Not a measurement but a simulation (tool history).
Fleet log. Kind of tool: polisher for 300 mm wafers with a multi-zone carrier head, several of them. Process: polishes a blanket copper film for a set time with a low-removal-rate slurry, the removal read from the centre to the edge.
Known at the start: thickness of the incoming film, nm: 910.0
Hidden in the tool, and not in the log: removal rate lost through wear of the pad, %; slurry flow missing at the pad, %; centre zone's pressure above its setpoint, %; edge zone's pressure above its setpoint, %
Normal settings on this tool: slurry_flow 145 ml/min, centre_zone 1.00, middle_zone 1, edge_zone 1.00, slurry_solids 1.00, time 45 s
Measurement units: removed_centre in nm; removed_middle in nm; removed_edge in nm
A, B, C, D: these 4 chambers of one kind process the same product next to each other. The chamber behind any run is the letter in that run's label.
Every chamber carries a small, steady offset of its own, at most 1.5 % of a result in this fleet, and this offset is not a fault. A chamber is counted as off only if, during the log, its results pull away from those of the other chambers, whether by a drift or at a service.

| run | hour | slurry_flow | centre_zone | middle_zone | edge_zone | slurry_solids | time | wafers polished on this pad | hours since the slurry nozzle was cleaned | hours since the centre zone pressure was calibrated | hours since the edge zone pressure was calibrated | removed_centre | removed_middle | removed_edge |
|---|---|---|---|---|---|---|---|---|---|---|---|---|---|---|
| 1D | 4.9 | 145 | 1.00 | 1 | 1.00 | 1.00 | 45 | 484 | 733.2 | 53.9 | 279.1 | 156.51 | 159.14 | 155.55 |
| 2A | 10.5 | 145 | 1.00 | 1 | 1.00 | 1.00 | 45 | 144 | 170.3 | 448.2 | 466.5 | 154.95 | 156.47 | 159.17 |
| 3B | 16.4 | 145 | 1.00 | 1 | 1.00 | 1.00 | 45 | 126 | 488.5 | 578.5 | 443.4 | 160.23 | 157.26 | 159.47 |
|  | 17.4 | chamber D: slurry nozzle cleaned |
| 4C | 20.7 | 145 | 1.00 | 1 | 1.00 | 1.00 | 45 | 262 | 58.0 | 211.2 | 625.4 | 155.94 | 158.09 | 155.79 |
|  | 22.5 | chamber A: edge zone pressure recalibrated |
| 5B | 27.9 | 145 | 1.00 | 1 | 1.00 | 1.00 | 45 | 205 | 500.0 | 590.0 | 454.9 | 158.60 | 153.54 | 158.14 |
| 6D | 35.4 | 190 | 1.00 | 1 | 1.00 | 1.00 | 45 | 694 | 18.1 | 84.4 | 309.6 | 162.10 | 164.01 | 159.08 |
| 7A | 42.0 | 190 | 1.00 | 1 | 1.00 | 1.00 | 45 | 361 | 201.8 | 479.7 | 19.5 | 166.14 | 164.82 | 163.10 |
| 8C | 46.6 | 190 | 1.00 | 1 | 1.00 | 1.00 | 45 | 441 | 83.9 | 237.1 | 651.3 | 160.31 | 163.33 | 160.48 |
| 9A | 51.2 | 190 | 1.00 | 1 | 1.00 | 1.00 | 45 | 425 | 211.0 | 488.9 | 28.7 | 164.21 | 164.51 | 164.48 |
| 10C | 55.3 | 145 | 1.00 | 1 | 1.00 | 1.00 | 45 | 501 | 92.6 | 245.8 | 660.0 | 155.20 | 156.31 | 157.44 |
| 11B | 61.3 | 145 | 1.00 | 1 | 1.00 | 1.00 | 45 | 436 | 533.4 | 623.4 | 488.3 | 156.81 | 154.79 | 157.31 |
| 12D | 67.4 | 145 | 1.00 | 1 | 1.00 | 1.00 | 45 | 915 | 50.1 | 116.4 | 341.6 | 156.41 | 156.83 | 152.64 |
| 13B | 74.4 | 145 | 1.00 | 1 | 1.00 | 1.00 | 45 | 526 | 546.5 | 636.5 | 501.4 | 155.63 | 153.47 | 155.95 |
| 14D | 78.2 | 145 | 1.00 | 1 | 1.00 | 1.00 | 45 | 989 | 60.9 | 127.2 | 352.4 | 155.59 | 155.75 | 153.18 |
| 15A | 83.1 | 145 | 1.00 | 1 | 1.00 | 1.00 | 45 | 645 | 242.9 | 520.8 | 60.6 | 159.02 | 156.16 | 157.26 |
|  | 84.2 | chamber D: worn pad replaced by a new one |
| 16C | 87.4 | 145 | 1.00 | 1 | 1.00 | 1.00 | 45 | 722 | 124.7 | 277.9 | 692.1 | 155.05 | 156.07 | 154.85 |
| 17C | 90.7 | 145 | 1.00 | 1 | 1.00 | 1.00 | 45 | 745 | 128.0 | 281.2 | 695.4 | 153.30 | 155.29 | 153.82 |
| 18D | 96.1 | 145 | 1.00 | 1 | 1.00 | 1.00 | 45 | 82 | 78.8 | 145.1 | 370.3 | 156.01 | 157.19 | 153.67 |
|  | 97.3 | chamber A: worn pad replaced by a new one |
| 19A | 100.3 | 145 | 1.00 | 1 | 1.00 | 1.00 | 45 | 21 | 260.1 | 538.0 | 77.8 | 155.00 | 156.20 | 157.51 |
|  | 104.8 | chamber C: edge zone pressure recalibrated |
| 20B | 105.0 | 145 | 1.00 | 1 | 1.00 | 1.00 | 45 | 738 | 577.1 | 667.1 | 532.0 | 153.09 | 148.27 | 155.21 |
|  | 108.6 | chamber C: worn pad replaced by a new one |
| 21A | 112.3 | 145 | 1.00 | 1 | 1.00 | 1.00 | 45 | 104 | 272.1 | 550.0 | 89.8 | 155.72 | 157.00 | 156.01 |
| 22D | 116.5 | 145 | 1.00 | 1 | 1.00 | 1.00 | 45 | 223 | 99.2 | 165.5 | 390.7 | 158.09 | 158.77 | 155.64 |
| 23C | 122.8 | 145 | 1.00 | 1 | 1.00 | 1.00 | 39 | 98 | 160.1 | 313.3 | 18.0 | 134.17 | 138.08 | 135.24 |
| 24B | 127.5 | 145 | 1.00 | 1 | 1.00 | 1.00 | 39 | 893 | 599.6 | 689.6 | 554.5 | 130.18 | 129.32 | 131.53 |
|  | 132.1 | chamber B: worn pad replaced by a new one |
| 25D | 132.2 | 145 | 1.00 | 1 | 1.00 | 1.00 | 39 | 331 | 114.9 | 181.2 | 406.4 | 135.27 | 136.05 | 134.66 |
|  | 132.5 | chamber A: slurry nozzle cleaned |
| 26B | 137.8 | 145 | 1.00 | 1 | 1.00 | 1.00 | 39 | 39 | 609.9 | 699.9 | 564.8 | 131.18 | 126.88 | 129.13 |
| 27C | 142.1 | 145 | 1.00 | 1 | 1.00 | 1.00 | 45 | 231 | 179.4 | 332.6 | 37.3 | 156.45 | 155.70 | 152.99 |
| 28A | 146.4 | 145 | 1.00 | 1 | 1.00 | 1.00 | 45 | 339 | 13.9 | 584.1 | 123.9 | 155.54 | 153.83 | 156.28 |
| 29A | 149.9 | 145 | 1.00 | 1 | 1.00 | 1.25 | 45 | 363 | 17.4 | 587.6 | 127.4 | 161.52 | 164.32 | 165.25 |
| 30B | 155.2 | 145 | 1.00 | 1 | 1.00 | 1.25 | 45 | 160 | 627.3 | 717.3 | 582.2 | 151.26 | 152.40 | 156.58 |
| 31D | 160.6 | 145 | 1.00 | 1 | 1.00 | 1.25 | 45 | 527 | 143.3 | 209.6 | 434.8 | 161.29 | 167.03 | 164.19 |
| 32C | 166.3 | 145 | 1.00 | 1 | 1.00 | 1.25 | 45 | 398 | 203.6 | 356.8 | 61.5 | 162.35 | 165.14 | 163.15 |
| 33D | 170.4 | 145 | 1.00 | 1 | 1.00 | 1.00 | 45 | 595 | 153.1 | 219.4 | 444.6 | 158.72 | 158.19 | 153.20 |
| 34C | 174.1 | 145 | 1.00 | 1 | 1.00 | 1.00 | 45 | 452 | 211.4 | 364.6 | 69.3 | 153.75 | 156.14 | 153.74 |
| 35B | 180.3 | 145 | 1.00 | 1 | 1.00 | 1.00 | 45 | 333 | 652.4 | 742.4 | 607.3 | 140.92 | 142.42 | 149.48 |
| 36A | 187.3 | 145 | 1.00 | 1 | 1.07 | 1.00 | 45 | 621 | 54.8 | 625.0 | 164.8 | 158.52 | 156.02 | 162.30 |
|  | 189.6 | chamber A: worn pad replaced by a new one |
| 37A | 192.1 | 145 | 1.00 | 1 | 1.07 | 1.00 | 45 | 17 | 59.6 | 629.8 | 169.6 | 153.98 | 157.14 | 163.70 |

Has any chamber moved away from the others, gradually or after a service, or does the common gauge drift, or do the chambers differ only by their own small steady offsets? State the chamber and the most likely cause if one applies.

One chamber, B, drifts off from the rest bit by bit.
Cause: slurry flow missing at the pad, % = 35.7.

Chamber B could run next with any of the 4 candidate recipes listed below; each alters the usual settings, and their results appear as question marks. Which one brings its results back in line with what the other chambers deliver on the usual settings?
In-line tolerance around the mean of the other chambers on the usual settings: removed_centre 5.50 nm; removed_middle 3.30 nm; removed_edge 4.50 nm
| 38B-1 | 197.4 | 160 | 1.02 | 1.06 | 0.96 | 1.00 | 51 |  |  |  |  | ? | ? | ? |
| 38B-2 | 197.4 | 135 | 0.99 | 0.96 | 1.02 | 1.00 | 42 |  |  |  |  | ? | ? | ? |
| 38B-3 | 197.4 | 130 | 0.98 | 0.94 | 1.04 | 1.00 | 40 |  |  |  |  | ? | ? | ? |
| 38B-4 | 197.4 | 155 | 1.01 | 1.04 | 0.98 | 1.00 | 48 |  |  |  |  | ? | ? | ? |

Mean of the other chambers on the usual settings: removed_centre 155.91 nm; removed_middle 156.58 nm; removed_edge 156.06 nm
| run | removed_centre | removed_middle | removed_edge |
|---|---|---|---|
| 38B-1 | 168.50 | 170.81 | 163.62 |
| 38B-2 | 126.60 | 122.27 | 134.70 |
| 38B-3 | 117.52 | 112.86 | 128.63 |
| 38B-4 | 155.28 | 156.62 | 154.79 |
Change 38B-4 lands the chamber within the allowed miss of the other chambers.
